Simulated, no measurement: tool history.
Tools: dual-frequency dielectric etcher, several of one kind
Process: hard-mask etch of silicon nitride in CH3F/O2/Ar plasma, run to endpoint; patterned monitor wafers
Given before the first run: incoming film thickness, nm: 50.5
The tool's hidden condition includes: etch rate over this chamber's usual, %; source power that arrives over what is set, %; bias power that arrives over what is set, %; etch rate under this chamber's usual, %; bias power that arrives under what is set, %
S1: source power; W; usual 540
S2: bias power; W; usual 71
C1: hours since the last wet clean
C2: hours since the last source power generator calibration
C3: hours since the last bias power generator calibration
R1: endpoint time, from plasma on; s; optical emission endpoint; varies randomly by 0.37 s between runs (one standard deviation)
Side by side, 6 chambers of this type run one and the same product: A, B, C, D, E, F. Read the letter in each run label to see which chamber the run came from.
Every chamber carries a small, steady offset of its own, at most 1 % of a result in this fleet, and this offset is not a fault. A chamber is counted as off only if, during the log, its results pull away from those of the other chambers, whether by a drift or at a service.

| run | day | S1 | S2 | C1 | C2 | C3 | R1 |
|---|---|---|---|---|---|---|---|
| 1D | 0.142 | 540 | 71 | 223.5 | 1981.7 | 583.9 | 65.942 |
| 2A | 0.321 | 540 | 71 | 510.3 | 871.3 | 711.7 | 65.908 |
| 3B | 0.504 | 540 | 71 | 114.4 | 88.6 | 1485.9 | 65.187 |
| 4F | 0.688 | 540 | 71 | 176 | 1931.7 | 3364.5 | 65.276 |
| 5C | 0.862 | 540 | 71 | 249.2 | 617.9 | 3008.1 | 66.055 |
| 6E | 1.017 | 540 | 71 | 232.4 | 181.7 | 2169.5 | 65.297 |
| 7A | 1.142 | 470 | 62 | 530 | 891 | 731.4 | 71.897 |
| 8F | 1.308 | 470 | 62 | 190.9 | 1946.6 | 3379.4 | 72.431 |
| 9C | 1.446 | 470 | 62 | 263.2 | 631.9 | 3022.1 | 72.925 |
| 10D | 1.617 | 470 | 62 | 258.9 | 2017.1 | 619.3 | 72.976 |
| 11E | 1.783 | 470 | 62 | 250.8 | 200.1 | 2187.9 | 71.441 |
| 12B | 1.908 | 470 | 62 | 148.1 | 122.3 | 1519.6 | 72.067 |
|  | 1.979 | chamber C: bias power generator calibrated |
| 13C | 2.079 | 540 | 71 | 278.4 | 647.1 | 2.5 | 65.836 |
| 14F | 2.192 | 540 | 71 | 212.1 | 1967.8 | 3400.6 | 65.784 |
|  | 2.288 | chamber A: wet clean of the chamber |
| 15B | 2.292 | 660 | 64 | 157.3 | 131.5 | 1528.8 | 62.717 |
| 16A | 2.454 | 660 | 64 | 4.1 | 922.5 | 762.9 | 62.685 |
| 17D | 2.621 | 660 | 64 | 283 | 2041.2 | 643.4 | 63.662 |
| 18E | 2.746 | 660 | 64 | 273.9 | 223.2 | 2211 | 63.25 |
| 19D | 2.917 | 660 | 64 | 290.1 | 2048.3 | 650.5 | 63.44 |
| 20C | 3.054 | 660 | 64 | 301.8 | 670.5 | 25.9 | 62.86 |
| 21F | 3.192 | 440 | 62 | 236.1 | 1991.8 | 3424.6 | 73.648 |
| 22A | 3.375 | 440 | 62 | 26.2 | 944.6 | 785 | 73.649 |
| 23B | 3.55 | 440 | 62 | 187.5 | 161.7 | 1559 | 74.281 |
| 24E | 3.683 | 440 | 62 | 296.4 | 245.7 | 2233.5 | 74.266 |
| 25F | 3.804 | 440 | 62 | 250.8 | 2006.5 | 3439.3 | 73.874 |
| 26E | 3.971 | 440 | 62 | 303.3 | 252.6 | 2240.4 | 74.181 |
| 27B | 4.067 | 540 | 71 | 199.9 | 174.1 | 1571.4 | 65.182 |
| 28D | 4.221 | 540 | 71 | 321.4 | 2079.6 | 681.8 | 66.252 |
| 29C | 4.35 | 540 | 71 | 332.9 | 701.6 | 57 | 65.932 |
| 30A | 4.462 | 540 | 71 | 52.3 | 970.7 | 811.1 | 65.879 |
| 31B | 4.579 | 540 | 71 | 212.2 | 186.4 | 1583.7 | 65.629 |
| 32E | 4.671 | 540 | 71 | 320.1 | 269.4 | 2257.2 | 65.979 |
| 33D | 4.867 | 540 | 71 | 336.9 | 2095.1 | 697.3 | 65.905 |
| 34A | 5.021 | 540 | 71 | 65.7 | 984.1 | 824.5 | 64.983 |
| 35F | 5.158 | 540 | 56 | 283.3 | 2039 | 3471.8 | 68.345 |
| 36C | 5.25 | 540 | 56 | 354.5 | 723.2 | 78.6 | 70.764 |
| 37C | 5.375 | 540 | 56 | 357.5 | 726.2 | 81.6 | 70.788 |
| 38F | 5.546 | 540 | 56 | 292.6 | 2048.3 | 3481.1 | 68.682 |
| 39B | 5.729 | 540 | 56 | 239.8 | 214 | 1611.3 | 70.819 |
| 40D | 5.904 | 540 | 56 | 361.8 | 2120 | 722.2 | 71.085 |
| 41A | 6.054 | 540 | 71 | 90.5 | 1008.9 | 849.3 | 64.91 |
| 42E | 6.15 | 540 | 71 | 355.6 | 304.9 | 2292.7 | 64.913 |

All chambers now run identical settings, listed one chamber a line with results as question marks. What results will each chamber show?
| 43A | 6.296 | 540 | 71 |  |  |  | ? |
| 43B | 6.296 | 540 | 71 |  |  |  | ? |
| 43C | 6.296 | 540 | 71 |  |  |  | ? |
| 43D | 6.296 | 540 | 71 |  |  |  | ? |
| 43E | 6.296 | 540 | 71 |  |  |  | ? |
| 43F | 6.296 | 540 | 71 |  |  |  | ? |

| run | R1 |
|---|---|
| 43A | 66.033 |
| 43B | 65.173 |
| 43C | 65.897 |
| 43D | 65.889 |
| 43E | 65.4 |
| 43F | 62.312 |

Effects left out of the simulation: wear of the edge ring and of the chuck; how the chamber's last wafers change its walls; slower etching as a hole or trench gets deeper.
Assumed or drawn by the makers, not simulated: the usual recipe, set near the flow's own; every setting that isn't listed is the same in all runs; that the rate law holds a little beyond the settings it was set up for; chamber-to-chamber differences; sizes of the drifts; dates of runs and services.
